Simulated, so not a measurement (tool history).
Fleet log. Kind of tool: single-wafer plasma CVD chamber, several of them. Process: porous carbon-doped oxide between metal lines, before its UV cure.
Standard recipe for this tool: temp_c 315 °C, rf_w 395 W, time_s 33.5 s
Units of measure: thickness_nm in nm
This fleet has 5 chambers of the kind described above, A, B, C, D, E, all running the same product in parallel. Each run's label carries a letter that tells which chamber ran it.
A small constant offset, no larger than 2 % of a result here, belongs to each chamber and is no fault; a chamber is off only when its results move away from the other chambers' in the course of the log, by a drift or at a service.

run   hour  temp_c  rf_w  time_s  read-back reference wafer on the same gauge, thickness_nm  thickness_nm
 1B    5.9     315   395    33.5                                                     165.98         140.7
 2C   11.1     315   395    33.5                                                     165.87        138.75
 3D   18.3     315   395    33.5                                                      165.9        139.71
 4E   24.7     315   395    33.5                                                     166.15        142.19
 5A   31.2     315   395    33.5                                                     166.06        141.06
 6D   39.7     315   395    33.5                                                        166        140.81
 7C   45.1     315   395    33.5                                                     165.97        139.63
 8B   53.6     315   395    33.5                                                      165.9        141.25
 9A   59.2     315   335    33.5                                                     166.04        122.63
10E   66.9     315   335    33.5                                                     166.03        123.99
11C   71.5     315   335    33.5                                                     165.89        121.43
12A   78.9     315   335    33.5                                                     166.13        123.67
13B   84.4     315   335    33.5                                                     165.99        123.71
      86.9  -- chamber A: thermocouple changed; heater temperature recalibrated
14D   88.6     315   395    33.5                                                     165.97         140.5
15E   95.5     315   395    33.5                                                     166.07        142.17
16A  104.4     315   395    33.5                                                     165.92        140.16
17E  111.4     315   395    33.5                                                     165.99        141.44
18C  118.3     315   395    33.5                                                     165.97        138.54
19B  123.6     315   395    33.5                                                        166        140.51
20D  132.5     327   430    33.5                                                     166.03        140.68
     132.6  -- chamber E: thermocouple changed; heater temperature recalibrated
21B    142     327   430    33.5                                                     166.04        141.06
22A  150.9     327   430    33.5                                                     166.02        140.61
23D  155.3     327   430    33.5                                                     165.95         140.1
24E    161     327   430    33.5                                                     165.96        146.89
     165.1  -- chamber C: RF generator calibrated
25C  168.4     315   395    33.5                                                      166.1        139.13
26A  176.1     315   395    33.5                                                     165.98        140.83
27B  182.8     315   395    33.5                                                     166.17        140.17
28E  187.1     315   395    33.5                                                     165.97        146.05
29D  194.5     315   395    33.5                                                     166.03        140.41
30C  199.9     315   395    33.5                                                     166.08        139.46
31D  209.1     315   395    33.5                                                     166.05        140.65
32E    217     315   395    33.5                                                     166.14        146.89
33C  225.2     315   395    33.5                                                     165.92        138.63
34B  233.6     315   395    33.5                                                     166.06        140.92
35A  242.5     315   445    39.4                                                     165.79           180

Next, every chamber runs the same settings. What will each give?
36A  249.3     303   395    33.5                                                                        ?
36B  249.3     303   395    33.5                                                                        ?
36C  249.3     303   395    33.5                                                                        ?
36D  249.3     303   395    33.5                                                                        ?
36E  249.3     303   395    33.5                                                                        ?

run  thickness_nm
36A        149.79
36B        148.81
36C        149.45
36D        150.53
36E         156.6
